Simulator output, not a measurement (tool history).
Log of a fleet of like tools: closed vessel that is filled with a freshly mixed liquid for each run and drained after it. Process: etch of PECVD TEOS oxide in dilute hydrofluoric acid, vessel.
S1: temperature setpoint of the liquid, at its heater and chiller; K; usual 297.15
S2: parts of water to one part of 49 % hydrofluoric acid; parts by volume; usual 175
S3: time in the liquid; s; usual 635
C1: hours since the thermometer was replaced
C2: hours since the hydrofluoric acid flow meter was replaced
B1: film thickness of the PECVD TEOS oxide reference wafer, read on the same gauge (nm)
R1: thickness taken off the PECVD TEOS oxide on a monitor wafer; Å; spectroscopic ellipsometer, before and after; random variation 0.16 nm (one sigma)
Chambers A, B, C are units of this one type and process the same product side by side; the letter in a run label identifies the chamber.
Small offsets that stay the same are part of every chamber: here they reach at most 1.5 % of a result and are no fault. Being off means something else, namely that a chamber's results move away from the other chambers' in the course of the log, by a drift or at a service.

{"run": "1A", "day": 0.162, "S1": 297.15, "S2": 175, "S3": 635, "C1": 286.9, "C2": 425.5, "B1": 69.968, "R1": 354.74}
{"run": "2C", "day": 0.342, "S1": 297.15, "S2": 175, "S3": 635, "C1": 615.4, "C2": 277.1, "B1": 70.063, "R1": 355.12}
{"run": "3B", "day": 0.542, "S1": 297.15, "S2": 175, "S3": 635, "C1": 297.4, "C2": 518.2, "B1": 69.983, "R1": 360.42}
{"run": "4C", "day": 0.683, "S1": 297.15, "S2": 175, "S3": 635, "C1": 623.6, "C2": 285.3, "B1": 69.977, "R1": 353.08}
{"run": "5B", "day": 0.908, "S1": 301.15, "S2": 175, "S3": 825, "C1": 306.2, "C2": 527, "B1": 70.019, "R1": 539.75}
{"run": "6A", "day": 1.042, "S1": 301.15, "S2": 175, "S3": 825, "C1": 308, "C2": 446.6, "B1": 70.012, "R1": 534.37}
{"run": "7A", "day": 1.15, "S1": 301.15, "S2": 175, "S3": 825, "C1": 310.6, "C2": 449.2, "B1": 70.023, "R1": 535.56}
{"run": "8C", "day": 1.358, "S1": 297.15, "S2": 175, "S3": 635, "C1": 639.8, "C2": 301.5, "B1": 69.985, "R1": 354.42}
{"run": "9B", "day": 1.579, "S1": 297.15, "S2": 175, "S3": 635, "C1": 322.3, "C2": 543.1, "B1": 69.978, "R1": 357.96}
{"run": "10C", "day": 1.754, "S1": 297.15, "S2": 120, "S3": 360, "C1": 649.3, "C2": 311, "B1": 69.994, "R1": 311.57}
{"run": "11B", "day": 1.996, "S1": 297.15, "S2": 120, "S3": 360, "C1": 332.3, "C2": 553.1, "B1": 69.963, "R1": 313.85}
{"run": "12A", "day": 2.233, "S1": 297.15, "S2": 120, "S3": 360, "C1": 336.6, "C2": 475.2, "B1": 69.989, "R1": 310.96}
{"run": "13C", "day": 2.475, "S1": 297.15, "S2": 175, "S3": 635, "C1": 666.6, "C2": 328.3, "B1": 69.995, "R1": 355.35}
{"run": "14B", "day": 2.675, "S1": 297.15, "S2": 175, "S3": 635, "C1": 348.6, "C2": 569.4, "B1": 70.016, "R1": 353.17}
{"run": "15A", "day": 2.875, "S1": 297.15, "S2": 175, "S3": 635, "C1": 352, "C2": 490.6, "B1": 69.981, "R1": 355.76}
{"run": "16B", "day": 2.996, "S1": 297.15, "S2": 175, "S3": 635, "C1": 356.3, "C2": 577.1, "B1": 70.007, "R1": 351.02}
{"run": "17A", "day": 3.171, "S1": 297.15, "S2": 175, "S3": 635, "C1": 359.1, "C2": 497.7, "B1": 69.945, "R1": 355.99}
{"day": 3.304, "done": "chamber A: hydrofluoric acid flow meter replaced"}
{"run": "18C", "day": 3.312, "S1": 297.15, "S2": 175, "S3": 635, "C1": 686.7, "C2": 348.4, "B1": 70.042, "R1": 356.32}
{"run": "19C", "day": 3.512, "S1": 297.15, "S2": 175, "S3": 635, "C1": 691.5, "C2": 353.2, "B1": 70.013, "R1": 355.86}
{"run": "20B", "day": 3.746, "S1": 293.15, "S2": 120, "S3": 635, "C1": 374.3, "C2": 595.1, "B1": 70.013, "R1": 463.01}
{"run": "21A", "day": 3.892, "S1": 293.15, "S2": 120, "S3": 635, "C1": 376.4, "C2": 14.1, "B1": 70.003, "R1": 464.9}
{"run": "22B", "day": 4.129, "S1": 293.15, "S2": 120, "S3": 635, "C1": 383.5, "C2": 604.3, "B1": 70.032, "R1": 459.47}
{"run": "23A", "day": 4.312, "S1": 297.15, "S2": 175, "S3": 635, "C1": 386.5, "C2": 24.2, "B1": 69.997, "R1": 357.66}
{"run": "24C", "day": 4.512, "S1": 297.15, "S2": 175, "S3": 635, "C1": 715.5, "C2": 377.2, "B1": 69.963, "R1": 355.26}
{"day": 4.662, "done": "chamber B: hydrofluoric acid flow meter replaced"}
{"run": "25C", "day": 4.733, "S1": 297.15, "S2": 175, "S3": 635, "C1": 720.8, "C2": 382.5, "B1": 69.95, "R1": 354.06}
{"run": "26B", "day": 4.85, "S1": 297.15, "S2": 175, "S3": 635, "C1": 400.8, "C2": 4.6, "B1": 69.973, "R1": 344.58}
{"run": "27A", "day": 5.071, "S1": 297.15, "S2": 175, "S3": 635, "C1": 404.7, "C2": 42.4, "B1": 70.024, "R1": 354.53}
{"run": "28B", "day": 5.25, "S1": 297.15, "S2": 175, "S3": 635, "C1": 410.4, "C2": 14.2, "B1": 69.992, "R1": 338.33}
{"run": "29C", "day": 5.383, "S1": 295.65, "S2": 115, "S3": 635, "C1": 736.4, "C2": 398.1, "B1": 69.996, "R1": 547.85}
{"run": "30A", "day": 5.588, "S1": 295.65, "S2": 115, "S3": 635, "C1": 417.1, "C2": 54.8, "B1": 69.973, "R1": 542.21}

What goes on in this fleet: one chamber off, a drifting gauge, or nothing beyond the chambers' own small offsets? Name the chamber and the cause, if any.

Chamber B drifts away from the others.
Likeliest cause: liquid colder than its thermometer reads (K) = 1.44.

Which of the 4 candidates below, each the usual settings with something changed and its results left as question marks, puts chamber B back in line with what the other chambers give on the usual settings?
A result is in line if it is within this distance of the other chambers' mean on the usual settings: R1 5.6 Å
{"run": "31B-1", "day": 5.762, "S1": 297.15, "S2": 170, "S3": 645, "R1": "?"}
{"run": "31B-2", "day": 5.762, "S1": 297.15, "S2": 175, "S3": 605, "R1": "?"}
{"run": "31B-3", "day": 5.762, "S1": 297.15, "S2": 170, "S3": 665, "R1": "?"}
{"run": "31B-4", "day": 5.762, "S1": 297.15, "S2": 180, "S3": 610, "R1": "?"}

The other chambers' mean on the usual settings: R1 356.1 Å
run=31B-1 R1=357.61
run=31B-2 R1=324.11
run=31B-3 R1=368.7
run=31B-4 R1=316.01
31B-1 is the one that brings the chamber's results back in line with the other chambers.
